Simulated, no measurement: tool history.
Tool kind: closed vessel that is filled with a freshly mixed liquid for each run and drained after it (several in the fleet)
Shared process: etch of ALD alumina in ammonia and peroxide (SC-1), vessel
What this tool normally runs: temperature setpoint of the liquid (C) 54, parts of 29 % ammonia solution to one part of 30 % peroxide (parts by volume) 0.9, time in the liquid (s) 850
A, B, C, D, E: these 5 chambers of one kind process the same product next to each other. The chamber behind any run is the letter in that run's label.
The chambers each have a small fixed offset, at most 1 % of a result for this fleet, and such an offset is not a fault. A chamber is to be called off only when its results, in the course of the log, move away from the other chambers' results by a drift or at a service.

| run | day | temperature setpoint of the liquid (C) | parts of 29 % ammonia solution to one part of 30 % peroxide (parts by volume) | time in the liquid (s) | read-back film thickness of the ALD alumina reference wafer, read on the same gauge (nm) | thickness taken off the ALD alumina on a monitor wafer (nm) |
|---|---|---|---|---|---|---|
| 1B | 0.167 | 54 | 0.9 | 850 | 90.01 | 56.962 |
| 2D | 0.488 | 54 | 0.9 | 850 | 90 | 56.659 |
| 3C | 0.788 | 54 | 0.9 | 850 | 90.019 | 56.105 |
| 4A | 1.062 | 54 | 0.9 | 850 | 89.986 | 56.807 |
|  | 1.125 | chamber A: ammonia flow meter replaced |
| 5E | 1.242 | 54 | 0.9 | 850 | 90.013 | 55.963 |
| 6E | 1.421 | 45 | 0.9 | 850 | 89.976 | 34.546 |
| 7B | 1.625 | 45 | 0.9 | 850 | 90.029 | 34.907 |
| 8D | 1.779 | 45 | 0.9 | 850 | 89.99 | 34.321 |
| 9C | 2.079 | 45 | 0.9 | 850 | 90.007 | 34.175 |
| 10A | 2.238 | 45 | 0.9 | 850 | 90.021 | 34.821 |
| 11B | 2.458 | 54 | 0.9 | 850 | 89.989 | 56.948 |
| 12A | 2.675 | 54 | 0.9 | 850 | 89.984 | 56.542 |
| 13C | 2.992 | 54 | 0.9 | 850 | 90.021 | 56.028 |
| 14E | 3.138 | 54 | 0.9 | 850 | 90.02 | 55.593 |
| 15D | 3.283 | 54 | 0.9 | 850 | 90.012 | 55.825 |
| 16C | 3.529 | 54 | 0.9 | 850 | 89.97 | 56.395 |
| 17A | 3.733 | 54 | 0.9 | 850 | 89.996 | 56.696 |
| 18B | 3.896 | 59.5 | 0.9 | 850 | 89.987 | 75.274 |
| 19E | 4.112 | 59.5 | 0.9 | 850 | 90.017 | 74.456 |
| 20D | 4.383 | 59.5 | 0.9 | 850 | 90.002 | 74.133 |
| 21D | 4.708 | 59.5 | 0.9 | 850 | 89.981 | 74.386 |
| 22B | 5.033 | 59.5 | 0.9 | 850 | 89.989 | 75.857 |
| 23C | 5.254 | 54 | 0.9 | 850 | 89.986 | 56.013 |
| 24A | 5.508 | 54 | 0.9 | 850 | 90.008 | 56.719 |
| 25E | 5.75 | 54 | 0.9 | 850 | 90.004 | 56.354 |
| 26B | 6.05 | 54 | 0.9 | 850 | 89.978 | 56.777 |
|  | 6.15 | chamber A: new drum of ammonia solution connected |
| 27A | 6.375 | 54 | 0.9 | 850 | 90.019 | 56.643 |
| 28E | 6.588 | 54 | 0.9 | 850 | 89.997 | 56.31 |
| 29D | 6.871 | 54 | 0.9 | 850 | 89.986 | 54.729 |
| 30C | 7.067 | 54 | 0.9 | 850 | 90.037 | 56.609 |
| 31B | 7.358 | 54 | 0.9 | 850 | 90.014 | 56.901 |
| 32D | 7.608 | 54 | 0.9 | 850 | 89.985 | 54.439 |
| 33A | 7.871 | 54 | 0.9 | 850 | 90 | 56.3 |
| 34E | 8.05 | 54 | 0.9 | 850 | 89.991 | 56.167 |
| 35C | 8.346 | 54 | 0.9 | 850 | 90.003 | 56.526 |
| 36A | 8.517 | 54 | 0.9 | 850 | 90.015 | 56.718 |
| 37B | 8.762 | 54 | 0.9 | 850 | 89.992 | 56.635 |
| 38D | 9.046 | 54 | 0.5 | 850 | 90.015 | 51.341 |
| 39E | 9.25 | 54 | 0.5 | 850 | 90.021 | 52.983 |

Decide between three cases: one chamber stands off from its peers, the gauge reading all wafers drifts, or nothing is wrong past each chamber's small offset. Where a chamber is off, say which and what most likely put it there.

Little by little, chamber D moves away from the other chambers.
Most likely cause: liquid colder than its thermometer reads (K) = 0.803.

Here are 4 candidates for chamber D's next run, each the usual settings with a change, their results left as question marks. Which one brings its results back in line with what the others give on the usual settings?
In-line tolerance around the mean of the other chambers on the usual settings: thickness taken off the ALD alumina on a monitor wafer (nm) 0.7
| 40D-1 | 9.483 | 54.5 | 0.9 | 865 |  | ? |
| 40D-2 | 9.483 | 54.5 | 0.9 | 890 |  | ? |
| 40D-3 | 9.483 | 53.5 | 0.9 | 810 |  | ? |
| 40D-4 | 9.483 | 54 | 0.9 | 815 |  | ? |

The other chambers' mean on the usual settings: thickness taken off the ALD alumina on a monitor wafer (nm) 56.423
| run | thickness taken off the ALD alumina on a monitor wafer (nm) |
|---|---|
| 40D-1 | 56.754 |
| 40D-2 | 58.394 |
| 40D-3 | 50.363 |
| 40D-4 | 52.057 |
Change 40D-1 lands the chamber within the allowed miss of the other chambers.
